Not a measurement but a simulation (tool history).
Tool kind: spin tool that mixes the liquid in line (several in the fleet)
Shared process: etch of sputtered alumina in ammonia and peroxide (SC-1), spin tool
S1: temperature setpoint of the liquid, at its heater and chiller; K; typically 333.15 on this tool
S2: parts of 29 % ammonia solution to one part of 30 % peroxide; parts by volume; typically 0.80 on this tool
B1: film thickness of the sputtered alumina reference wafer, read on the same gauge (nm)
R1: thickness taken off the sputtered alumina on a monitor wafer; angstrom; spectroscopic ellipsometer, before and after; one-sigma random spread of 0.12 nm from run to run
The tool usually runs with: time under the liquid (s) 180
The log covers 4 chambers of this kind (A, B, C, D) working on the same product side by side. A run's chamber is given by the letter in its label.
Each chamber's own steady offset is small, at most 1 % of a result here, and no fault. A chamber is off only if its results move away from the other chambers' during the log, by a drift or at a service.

At day 0.062: chamber D: thermometer replaced.
Run 1B, day 0.117: usual settings; B1 60.036. Result: R1 141.74 angstrom.
Run 2A, day 0.292: usual settings; B1 59.998. Result: R1 142.01 angstrom.
Run 3D, day 0.458: usual settings; B1 60.020. Result: R1 142.85 angstrom.
Run 4C, day 0.617: usual settings; B1 59.965. Result: R1 140.54 angstrom.
Run 5C, day 0.746: usual settings; B1 59.948. Result: R1 139.47 angstrom.
Run 6D, day 0.875: usual settings; B1 60.002. Result: R1 143.89 angstrom.
Run 7B, day 1.050: usual settings; B1 59.996. Result: R1 143.31 angstrom.
Run 8A, day 1.142: usual settings; B1 59.935. Result: R1 143.70 angstrom.
Run 9D, day 1.304: usual settings but S1 336.65 K, S2 0.95 parts by volume; B1 59.979. Result: R1 172.56 angstrom.
Run 10C, day 1.442: usual settings but S1 336.65 K, S2 0.95 parts by volume; B1 59.994. Result: R1 171.26 angstrom.
Run 11B, day 1.521: usual settings but S1 336.65 K, S2 0.95 parts by volume; B1 59.993. Result: R1 171.06 angstrom.
Run 12A, day 1.646: usual settings but S1 336.65 K, S2 0.95 parts by volume; B1 60.045. Result: R1 171.21 angstrom.
Run 13D, day 1.758: usual settings; B1 60.015. Result: R1 142.90 angstrom.
Run 14A, day 1.912: usual settings; B1 60.009. Result: R1 141.18 angstrom.
Run 15B, day 1.992: usual settings; B1 60.018. Result: R1 142.72 angstrom.
At day 2.108: chamber B: thermometer replaced.
Run 16C, day 2.158: usual settings; B1 59.990. Result: R1 142.16 angstrom.
Run 17A, day 2.308: usual settings; B1 59.972. Result: R1 142.35 angstrom.
Run 18D, day 2.467: usual settings; B1 59.972. Result: R1 143.31 angstrom.
Run 19C, day 2.567: usual settings; B1 60.004. Result: R1 143.52 angstrom.
Run 20B, day 2.646: usual settings; B1 59.999. Result: R1 144.58 angstrom.
At day 2.662: chamber B: heated supply line repaired.
Run 21B, day 2.767: usual settings; B1 60.024. Result: R1 143.84 angstrom.
Run 22D, day 2.892: usual settings; B1 60.027. Result: R1 143.22 angstrom.
Run 23A, day 2.988: usual settings; B1 60.018. Result: R1 141.48 angstrom.
At day 3.100: chamber B: ammonia flow meter replaced.
Run 24C, day 3.158: usual settings; B1 59.983. Result: R1 141.68 angstrom.
Run 25C, day 3.338: usual settings; B1 59.970. Result: R1 139.23 angstrom.
Run 26B, day 3.471: usual settings; B1 59.993. Result: R1 143.63 angstrom.
Run 27D, day 3.583: usual settings; B1 60.018. Result: R1 143.28 angstrom.
Run 28A, day 3.662: usual settings; B1 59.954. Result: R1 143.44 angstrom.
Run 29D, day 3.783: usual settings; B1 60.015. Result: R1 143.32 angstrom.
Run 30A, day 3.896: usual settings; B1 59.964. Result: R1 143.15 angstrom.
Run 31B, day 4.004: usual settings but time under the liquid (s) 220; B1 60.007. Result: R1 173.09 angstrom.
Run 32C, day 4.183: usual settings but time under the liquid (s) 220; B1 60.026. Result: R1 171.87 angstrom.
Run 33A, day 4.350: usual settings but time under the liquid (s) 220; B1 59.985. Result: R1 175.85 angstrom.
Run 34D, day 4.500: usual settings but time under the liquid (s) 220; B1 60.003. Result: R1 174.32 angstrom.
Run 35B, day 4.592: usual settings but S1 337.65 K, S2 0.55 parts by volume; B1 59.994. Result: R1 173.52 angstrom.
Run 36C, day 4.742: usual settings but S1 337.65 K, S2 0.55 parts by volume; B1 59.962. Result: R1 170.20 angstrom.
Run 37B, day 4.846: usual settings but S1 337.65 K, S2 0.55 parts by volume; B1 60.012. Result: R1 174.15 angstrom.
Run 38A, day 5.021: usual settings but S1 337.65 K, S2 0.55 parts by volume; B1 60.003. Result: R1 169.21 angstrom.
Run 39D, day 5.100: usual settings; B1 60.007. Result: R1 143.05 angstrom.
Run 40C, day 5.208: usual settings; B1 60.038. Result: R1 141.52 angstrom.
Run 41C, day 5.367: usual settings; B1 59.971. Result: R1 141.91 angstrom.
Run 42B, day 5.512: usual settings but S2 1.15 parts by volume; B1 59.973. Result: R1 147.63 angstrom.
At day 5.529: chamber A: heated supply line repaired.
Run 43D, day 5.596: usual settings but S2 1.15 parts by volume; B1 59.940. Result: R1 147.41 angstrom.
Run 44A, day 5.733: usual settings but S2 1.15 parts by volume; B1 60.008. Result: R1 148.57 angstrom.

Is one chamber off against the others, does the gauge drift, or is nothing wrong? If a chamber is off, say which, and what the likeliest cause is.

Nothing is wrong: each chamber keeps only its own small, steady offset and the gauge holds still.

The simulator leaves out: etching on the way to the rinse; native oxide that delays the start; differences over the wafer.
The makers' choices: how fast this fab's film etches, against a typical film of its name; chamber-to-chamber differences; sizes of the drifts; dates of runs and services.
